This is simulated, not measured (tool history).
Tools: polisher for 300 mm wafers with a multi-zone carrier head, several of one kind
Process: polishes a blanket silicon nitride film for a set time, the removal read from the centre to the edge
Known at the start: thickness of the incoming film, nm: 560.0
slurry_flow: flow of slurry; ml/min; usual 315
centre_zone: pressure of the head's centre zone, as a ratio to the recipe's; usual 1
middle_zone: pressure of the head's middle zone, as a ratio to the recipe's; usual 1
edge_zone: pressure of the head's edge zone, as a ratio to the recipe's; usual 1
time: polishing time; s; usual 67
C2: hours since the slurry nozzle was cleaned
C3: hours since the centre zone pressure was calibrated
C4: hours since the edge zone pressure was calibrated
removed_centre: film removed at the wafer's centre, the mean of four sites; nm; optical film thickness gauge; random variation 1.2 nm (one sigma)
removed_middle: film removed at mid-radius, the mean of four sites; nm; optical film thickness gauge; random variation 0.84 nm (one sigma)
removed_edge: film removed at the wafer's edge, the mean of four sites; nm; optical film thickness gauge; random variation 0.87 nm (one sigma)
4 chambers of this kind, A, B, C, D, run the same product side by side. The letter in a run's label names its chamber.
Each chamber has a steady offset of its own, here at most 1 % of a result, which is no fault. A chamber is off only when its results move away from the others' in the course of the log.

run 1D hour=9.1 | slurry_flow=315 centre_zone=1 middle_zone=1 edge_zone=1 time=67 | wafers_polished_on_this_pad=450 C2=345.6 C3=200.4 C4=803.8 | removed_centre=134.9 removed_middle=136.27 removed_edge=138.42
run 2A hour=19.6 | slurry_flow=315 centre_zone=1 middle_zone=1 edge_zone=1 time=67 | wafers_polished_on_this_pad=977 C2=363.1 C3=417.1 C4=176.6 | removed_centre=136.69 removed_middle=136.66 removed_edge=138.45
run 3B hour=24.6 | slurry_flow=315 centre_zone=1 middle_zone=1 edge_zone=1 time=67 | wafers_polished_on_this_pad=391 C2=211.1 C3=425.1 C4=905.2 | removed_centre=136.9 removed_middle=137.6 removed_edge=139.81
run 4C hour=30.7 | slurry_flow=315 centre_zone=1 middle_zone=1 edge_zone=1 time=67 | wafers_polished_on_this_pad=685 C2=91.1 C3=299.5 C4=315.6 | removed_centre=137.7 removed_middle=136.82 removed_edge=137.58
run 5B hour=37.3 | slurry_flow=315 centre_zone=1 middle_zone=1 edge_zone=1 time=67 | wafers_polished_on_this_pad=459 C2=223.8 C3=437.8 C4=917.9 | removed_centre=135.35 removed_middle=137.4 removed_edge=138.17
run 6A hour=47.1 | slurry_flow=315 centre_zone=1 middle_zone=1 edge_zone=1 time=67 | wafers_polished_on_this_pad=1124 C2=390.6 C3=444.6 C4=204.1 | removed_centre=139.33 removed_middle=137.88 removed_edge=138.47
run 7C hour=55.2 | slurry_flow=315 centre_zone=1 middle_zone=1 edge_zone=1 time=67 | wafers_polished_on_this_pad=816 C2=115.6 C3=324 C4=340.1 | removed_centre=135.6 removed_middle=137.69 removed_edge=136.88
-- hour=60.7 chamber A: worn pad replaced by a new one
run 8D hour=65 | slurry_flow=315 centre_zone=1 middle_zone=1 edge_zone=1 time=67 | wafers_polished_on_this_pad=748 C2=401.5 C3=256.3 C4=859.7 | removed_centre=136.05 removed_middle=136.89 removed_edge=138.99
run 9C hour=70.3 | slurry_flow=315 centre_zone=0.95 middle_zone=1 edge_zone=1 time=59 | wafers_polished_on_this_pad=897 C2=130.7 C3=339.1 C4=355.2 | removed_centre=112.17 removed_middle=120.83 removed_edge=122.06
run 10B hour=79.5 | slurry_flow=315 centre_zone=0.95 middle_zone=1 edge_zone=1 time=59 | wafers_polished_on_this_pad=685 C2=266 C3=480 C4=960.1 | removed_centre=115.58 removed_middle=121.35 removed_edge=122.72
run 11A hour=85.4 | slurry_flow=315 centre_zone=0.95 middle_zone=1 edge_zone=1 time=59 | wafers_polished_on_this_pad=132 C2=428.9 C3=482.9 C4=242.4 | removed_centre=115.08 removed_middle=121.17 removed_edge=120.97
-- hour=94 chamber B: worn pad replaced by a new one
run 12D hour=95.1 | slurry_flow=315 centre_zone=0.95 middle_zone=1 edge_zone=1 time=59 | wafers_polished_on_this_pad=909 C2=431.6 C3=286.4 C4=889.8 | removed_centre=113.55 removed_middle=120.91 removed_edge=121.01
run 13B hour=103.4 | slurry_flow=315 centre_zone=1 middle_zone=1 edge_zone=1 time=67 | wafers_polished_on_this_pad=50 C2=289.9 C3=503.9 C4=984 | removed_centre=137.22 removed_middle=137.44 removed_edge=137.33
run 14A hour=110 | slurry_flow=315 centre_zone=1 middle_zone=1 edge_zone=1 time=67 | wafers_polished_on_this_pad=264 C2=453.5 C3=507.5 C4=267 | removed_centre=138.3 removed_middle=136.9 removed_edge=135.99
run 15D hour=120.7 | slurry_flow=315 centre_zone=1 middle_zone=1 edge_zone=1 time=67 | wafers_polished_on_this_pad=1046 C2=457.2 C3=312 C4=915.4 | removed_centre=136.29 removed_middle=135.14 removed_edge=136.77
run 16C hour=127.5 | slurry_flow=315 centre_zone=1 middle_zone=1 edge_zone=1 time=67 | wafers_polished_on_this_pad=1203 C2=187.9 C3=396.3 C4=412.4 | removed_centre=134.82 removed_middle=136.49 removed_edge=137.17
-- hour=129.2 chamber A: slurry nozzle cleaned
run 17C hour=134 | slurry_flow=315 centre_zone=1 middle_zone=1 edge_zone=1 time=67 | wafers_polished_on_this_pad=1237 C2=194.4 C3=402.8 C4=418.9 | removed_centre=136.79 removed_middle=135.58 removed_edge=136.76
run 18D hour=145.4 | slurry_flow=315 centre_zone=1 middle_zone=1 edge_zone=1 time=67 | wafers_polished_on_this_pad=1178 C2=481.9 C3=336.7 C4=940.1 | removed_centre=135.91 removed_middle=134.72 removed_edge=138.22
run 19B hour=152.9 | slurry_flow=410 centre_zone=1 middle_zone=1 edge_zone=1 time=46 | wafers_polished_on_this_pad=314 C2=339.4 C3=553.4 C4=1033.5 | removed_centre=95.517 removed_middle=96.952 removed_edge=96.732
-- hour=155 chamber C: centre zone pressure recalibrated
-- hour=161.1 chamber B: slurry nozzle cleaned
run 20A hour=161.9 | slurry_flow=410 centre_zone=1 middle_zone=1 edge_zone=1 time=46 | wafers_polished_on_this_pad=541 C2=32.8 C3=559.4 C4=318.9 | removed_centre=95.782 removed_middle=97.104 removed_edge=96.825
-- hour=163.5 chamber D: edge zone pressure recalibrated
-- hour=165.7 chamber C: edge zone pressure recalibrated
run 21D hour=167.8 | slurry_flow=410 centre_zone=1 middle_zone=1 edge_zone=1 time=46 | wafers_polished_on_this_pad=1298 C2=504.3 C3=359.1 C4=4.4 | removed_centre=94.871 removed_middle=94.552 removed_edge=95.845
run 22C hour=175.8 | slurry_flow=410 centre_zone=1 middle_zone=1 edge_zone=1 time=46 | wafers_polished_on_this_pad=1461 C2=236.2 C3=20.8 C4=10.1 | removed_centre=95.019 removed_middle=96.159 removed_edge=96.319
run 23B hour=182.2 | slurry_flow=315 centre_zone=1 middle_zone=1 edge_zone=1 time=67 | wafers_polished_on_this_pad=471 C2=21.2 C3=582.7 C4=1062.8 | removed_centre=136.09 removed_middle=139.32 removed_edge=138.15
-- hour=186 chamber C: worn pad replaced by a new one
run 24A hour=189 | slurry_flow=315 centre_zone=1 middle_zone=1 edge_zone=1 time=67 | wafers_polished_on_this_pad=686 C2=59.9 C3=586.5 C4=346 | removed_centre=135.04 removed_middle=137.46 removed_edge=137.3
-- hour=193.8 chamber C: slurry nozzle cleaned
run 25B hour=198.2 | slurry_flow=315 centre_zone=1 middle_zone=1 edge_zone=1 time=67 | wafers_polished_on_this_pad=557 C2=37.2 C3=598.7 C4=1078.8 | removed_centre=135.85 removed_middle=137.65 removed_edge=138.27
run 26C hour=203.3 | slurry_flow=315 centre_zone=1 middle_zone=1 edge_zone=1 time=67 | wafers_polished_on_this_pad=92 C2=9.5 C3=48.3 C4=37.6 | removed_centre=137.29 removed_middle=137.63 removed_edge=135.57
-- hour=203.4 chamber D: worn pad replaced by a new one
run 27D hour=213.5 | slurry_flow=315 centre_zone=1 middle_zone=1 edge_zone=1 time=67 | wafers_polished_on_this_pad=54 C2=550 C3=404.8 C4=50.1 | removed_centre=133.91 removed_middle=134.5 removed_edge=136.13
run 28A hour=221.4 | slurry_flow=315 centre_zone=1 middle_zone=1 edge_zone=1 time=67 | wafers_polished_on_this_pad=859 C2=92.3 C3=618.9 C4=378.4 | removed_centre=138.84 removed_middle=138.12 removed_edge=137.83
run 29A hour=227.8 | slurry_flow=315 centre_zone=1 middle_zone=1 edge_zone=1 time=67 | wafers_polished_on_this_pad=893 C2=98.7 C3=625.3 C4=384.8 | removed_centre=138.4 removed_middle=137.7 removed_edge=137.41
-- hour=228.3 chamber B: centre zone pressure recalibrated
-- hour=232.9 chamber B: worn pad replaced by a new one
run 30B hour=239 | slurry_flow=315 centre_zone=1 middle_zone=1 edge_zone=1 time=67 | wafers_polished_on_this_pad=32 C2=78 C3=10.7 C4=1119.6 | removed_centre=136 removed_middle=137.61 removed_edge=140.7
run 31C hour=247.1 | slurry_flow=315 centre_zone=1 middle_zone=1 edge_zone=1 time=67 | wafers_polished_on_this_pad=327 C2=53.3 C3=92.1 C4=81.4 | removed_centre=135.96 removed_middle=137.62 removed_edge=136.65
run 32D hour=253.2 | slurry_flow=315 centre_zone=1 middle_zone=1 edge_zone=1 time=67 | wafers_polished_on_this_pad=266 C2=589.7 C3=444.5 C4=89.8 | removed_centre=132.13 removed_middle=131.52 removed_edge=135.39
run 33C hour=258.5 | slurry_flow=315 centre_zone=1 middle_zone=1 edge_zone=1 time=67 | wafers_polished_on_this_pad=388 C2=64.7 C3=103.5 C4=92.8 | removed_centre=137.89 removed_middle=137.44 removed_edge=137.28
run 34D hour=265.9 | slurry_flow=315 centre_zone=1 middle_zone=1 edge_zone=1 time=67 | wafers_polished_on_this_pad=334 C2=602.4 C3=457.2 C4=102.5 | removed_centre=130.81 removed_middle=131.84 removed_edge=135.28
run 35B hour=274 | slurry_flow=315 centre_zone=1 middle_zone=1 edge_zone=1 time=53 | wafers_polished_on_this_pad=219 C2=113 C3=45.7 C4=1154.6 | removed_centre=108 removed_middle=109.06 removed_edge=109.52
-- hour=279.6 chamber A: worn pad replaced by a new one
run 36A hour=283.2 | slurry_flow=315 centre_zone=1 middle_zone=1 edge_zone=1 time=53 | wafers_polished_on_this_pad=19 C2=154.1 C3=680.7 C4=440.2 | removed_centre=110.12 removed_middle=108.93 removed_edge=108.66
run 37C hour=294.7 | slurry_flow=315 centre_zone=1 middle_zone=1 edge_zone=1 time=53 | wafers_polished_on_this_pad=581 C2=100.9 C3=139.7 C4=129 | removed_centre=108.02 removed_middle=107.9 removed_edge=109.41
run 38A hour=303.4 | slurry_flow=315 centre_zone=1 middle_zone=1 edge_zone=1 time=53 | wafers_polished_on_this_pad=127 C2=174.3 C3=700.9 C4=460.4 | removed_centre=110.48 removed_middle=109.31 removed_edge=107.89
run 39B hour=314.7 | slurry_flow=315 centre_zone=1 middle_zone=1 edge_zone=1 time=67 | wafers_polished_on_this_pad=437 C2=153.7 C3=86.4 C4=1195.3 | removed_centre=135.61 removed_middle=138.45 removed_edge=138.69
run 40D hour=320.5 | slurry_flow=225 centre_zone=1 middle_zone=1 edge_zone=1 time=60 | wafers_polished_on_this_pad=626 C2=657 C3=511.8 C4=157.1 | removed_centre=108.16 removed_middle=110.51 removed_edge=114.68
run 41B hour=326 | slurry_flow=225 centre_zone=1 middle_zone=1 edge_zone=1 time=60 | wafers_polished_on_this_pad=497 C2=165 C3=97.7 C4=1206.6 | removed_centre=117.88 removed_middle=118.42 removed_edge=121.52
run 42D hour=331 | slurry_flow=225 centre_zone=1 middle_zone=1 edge_zone=1 time=60 | wafers_polished_on_this_pad=682 C2=667.5 C3=522.3 C4=167.6 | removed_centre=107.8 removed_middle=109.38 removed_edge=115.12
run 43A hour=341.9 | slurry_flow=225 centre_zone=1 middle_zone=1 edge_zone=1 time=60 | wafers_polished_on_this_pad=333 C2=212.8 C3=739.4 C4=498.9 | removed_centre=120.24 removed_middle=118.71 removed_edge=119.37
run 44C hour=349.1 | slurry_flow=365 centre_zone=1 middle_zone=1.06 edge_zone=1 time=67 | wafers_polished_on_this_pad=872 C2=155.3 C3=194.1 C4=183.4 | removed_centre=139.5 removed_middle=147.74 removed_edge=138.1

What goes on in this fleet: one chamber off, a drifting gauge, or nothing beyond the chambers' own small offsets? Name the chamber and the cause, if any.

Chamber D drifts away from the others.
Cause: slurry flow missing at the pad, % = 37.1.

Here are 4 candidates for chamber D's next run, each the usual settings with a change, their results left as question marks. Which one brings its results back in line with what the others give on the usual settings?
In line means no further than this from the other chambers' mean on the usual settings: removed_centre 4.1 nm; removed_middle 2.9 nm; removed_edge 3.1 nm
run 45D-1 hour=357.4 | slurry_flow=320 centre_zone=1.02 middle_zone=1.02 edge_zone=0.98 time=70 | removed_centre=? removed_middle=? removed_edge=?
run 45D-2 hour=357.4 | slurry_flow=330 centre_zone=1.04 middle_zone=1.04 edge_zone=0.97 time=73 | removed_centre=? removed_middle=? removed_edge=?
run 45D-3 hour=357.4 | slurry_flow=300 centre_zone=0.96 middle_zone=0.96 edge_zone=1.03 time=61 | removed_centre=? removed_middle=? removed_edge=?
run 45D-4 hour=357.4 | slurry_flow=310 centre_zone=0.98 middle_zone=0.98 edge_zone=1.02 time=64 | removed_centre=? removed_middle=? removed_edge=?

The other chambers' mean on the usual settings: removed_centre 136.88 nm; removed_middle 137.77 nm; removed_edge 137.75 nm
run=45D-1 removed_centre=136.69 removed_middle=137.57 removed_edge=137.14
run=45D-2 removed_centre=146.36 removed_middle=146.64 removed_edge=142.67
run=45D-3 removed_centre=110.18 removed_middle=112.43 removed_edge=121.94
run=45D-4 removed_centre=118.94 removed_middle=120.76 removed_edge=127.71
45D-1 brings the chamber back in line.
